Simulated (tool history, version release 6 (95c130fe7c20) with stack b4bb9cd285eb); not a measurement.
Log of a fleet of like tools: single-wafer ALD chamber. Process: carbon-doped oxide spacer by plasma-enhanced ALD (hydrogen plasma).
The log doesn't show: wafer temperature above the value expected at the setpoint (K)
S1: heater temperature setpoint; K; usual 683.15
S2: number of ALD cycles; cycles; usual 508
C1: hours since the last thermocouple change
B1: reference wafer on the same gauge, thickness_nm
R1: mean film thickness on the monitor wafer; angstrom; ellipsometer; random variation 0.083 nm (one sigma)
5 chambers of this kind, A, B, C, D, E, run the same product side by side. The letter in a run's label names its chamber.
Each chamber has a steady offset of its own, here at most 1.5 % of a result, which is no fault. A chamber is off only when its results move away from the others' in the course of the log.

{"run": "1C", "day": 0.146, "S1": 683.15, "S2": 508, "C1": 582.8, "B1": 23.694, "R1": 247.82}
{"run": "2B", "day": 0.346, "S1": 683.15, "S2": 508, "C1": 925.7, "B1": 23.699, "R1": 248.17}
{"run": "3D", "day": 0.579, "S1": 683.15, "S2": 508, "C1": 1789.0, "B1": 23.711, "R1": 245.66}
{"run": "4A", "day": 0.821, "S1": 683.15, "S2": 508, "C1": 2166.2, "B1": 23.693, "R1": 245.75}
{"run": "5E", "day": 1.012, "S1": 675.15, "S2": 465, "C1": 1568.2, "B1": 23.701, "R1": 232.43}
{"run": "6B", "day": 1.142, "S1": 675.15, "S2": 465, "C1": 944.8, "B1": 23.695, "R1": 233.41}
{"run": "7D", "day": 1.292, "S1": 675.15, "S2": 465, "C1": 1806.1, "B1": 23.707, "R1": 228.08}
{"run": "8C", "day": 1.446, "S1": 675.15, "S2": 465, "C1": 614.0, "B1": 23.69, "R1": 232.91}
{"run": "9A", "day": 1.683, "S1": 675.15, "S2": 465, "C1": 2186.9, "B1": 23.712, "R1": 229.98}
{"run": "10E", "day": 1.871, "S1": 697.15, "S2": 542, "C1": 1588.8, "B1": 23.703, "R1": 254.51}
{"run": "11E", "day": 2.083, "S1": 697.15, "S2": 542, "C1": 1593.9, "B1": 23.695, "R1": 253.88}
{"run": "12C", "day": 2.267, "S1": 697.15, "S2": 542, "C1": 633.7, "B1": 23.711, "R1": 253.59}
{"run": "13A", "day": 2.379, "S1": 697.15, "S2": 542, "C1": 2203.6, "B1": 23.685, "R1": 250.51}
{"run": "14D", "day": 2.6, "S1": 697.15, "S2": 542, "C1": 1837.5, "B1": 23.706, "R1": 251.59}
{"run": "15B", "day": 2.712, "S1": 683.15, "S2": 508, "C1": 982.5, "B1": 23.681, "R1": 246.75}
{"run": "16A", "day": 2.942, "S1": 683.15, "S2": 589, "C1": 2217.1, "B1": 23.683, "R1": 285.72}
{"day": 3.133, "done": "chamber B: thermocouple changed; heater temperature recalibrated"}
{"run": "17E", "day": 3.133, "S1": 683.15, "S2": 589, "C1": 1619.1, "B1": 23.702, "R1": 287.29}
{"run": "18C", "day": 3.383, "S1": 683.15, "S2": 589, "C1": 660.5, "B1": 23.704, "R1": 288.73}
{"run": "19B", "day": 3.5, "S1": 683.15, "S2": 589, "C1": 8.8, "B1": 23.699, "R1": 286.75}
{"run": "20D", "day": 3.708, "S1": 683.15, "S2": 589, "C1": 1864.1, "B1": 23.71, "R1": 284.8}
{"run": "21C", "day": 3.883, "S1": 683.15, "S2": 508, "C1": 672.5, "B1": 23.725, "R1": 249.24}
{"run": "22E", "day": 4.054, "S1": 683.15, "S2": 508, "C1": 1641.2, "B1": 23.718, "R1": 247.97}
{"run": "23D", "day": 4.208, "S1": 683.15, "S2": 556, "C1": 1876.1, "B1": 23.694, "R1": 269.82}
{"run": "24A", "day": 4.446, "S1": 683.15, "S2": 556, "C1": 2253.2, "B1": 23.699, "R1": 266.44}
{"run": "25B", "day": 4.588, "S1": 683.15, "S2": 556, "C1": 34.9, "B1": 23.705, "R1": 271.65}
{"run": "26C", "day": 4.771, "S1": 683.15, "S2": 556, "C1": 693.8, "B1": 23.69, "R1": 271.67}
{"run": "27B", "day": 4.925, "S1": 683.15, "S2": 556, "C1": 43.0, "B1": 23.701, "R1": 269.96}
{"run": "28E", "day": 5.171, "S1": 683.15, "S2": 508, "C1": 1668.0, "B1": 23.698, "R1": 250.18}
{"run": "29A", "day": 5.379, "S1": 683.15, "S2": 508, "C1": 2275.6, "B1": 23.694, "R1": 245.49}
{"run": "30D", "day": 5.508, "S1": 683.15, "S2": 508, "C1": 1907.3, "B1": 23.693, "R1": 244.77}
{"run": "31C", "day": 5.65, "S1": 683.15, "S2": 508, "C1": 714.9, "B1": 23.707, "R1": 249.38}
{"run": "32E", "day": 5.8, "S1": 683.15, "S2": 508, "C1": 1683.1, "B1": 23.709, "R1": 249.6}
{"run": "33A", "day": 5.992, "S1": 683.15, "S2": 508, "C1": 2290.3, "B1": 23.711, "R1": 246.27}
{"run": "34D", "day": 6.229, "S1": 676.15, "S2": 573, "C1": 1924.6, "B1": 23.707, "R1": 282.8}
{"run": "35B", "day": 6.471, "S1": 676.15, "S2": 573, "C1": 80.1, "B1": 23.697, "R1": 286.35}
{"run": "36C", "day": 6.688, "S1": 676.15, "S2": 573, "C1": 739.8, "B1": 23.704, "R1": 285.79}
{"run": "37E", "day": 6.9, "S1": 676.15, "S2": 573, "C1": 1709.5, "B1": 23.705, "R1": 286.1}
{"run": "38B", "day": 7.104, "S1": 676.15, "S2": 573, "C1": 95.3, "B1": 23.716, "R1": 286.44}
{"run": "39A", "day": 7.275, "S1": 683.15, "S2": 508, "C1": 2321.1, "B1": 23.711, "R1": 245.69}
{"run": "40D", "day": 7.429, "S1": 683.15, "S2": 508, "C1": 1953.4, "B1": 23.692, "R1": 246.61}
{"run": "41C", "day": 7.612, "S1": 691.15, "S2": 414, "C1": 762.0, "B1": 23.686, "R1": 198.41}
{"run": "42D", "day": 7.838, "S1": 691.15, "S2": 414, "C1": 1963.2, "B1": 23.721, "R1": 195.09}
{"run": "43A", "day": 7.975, "S1": 691.15, "S2": 414, "C1": 2337.9, "B1": 23.71, "R1": 193.75}

What goes on in this fleet: one chamber off, a drifting gauge, or nothing beyond the chambers' own small offsets? Name the chamber and the cause, if any.

No chamber stands off beyond its own small offset, and the gauge holds steady.
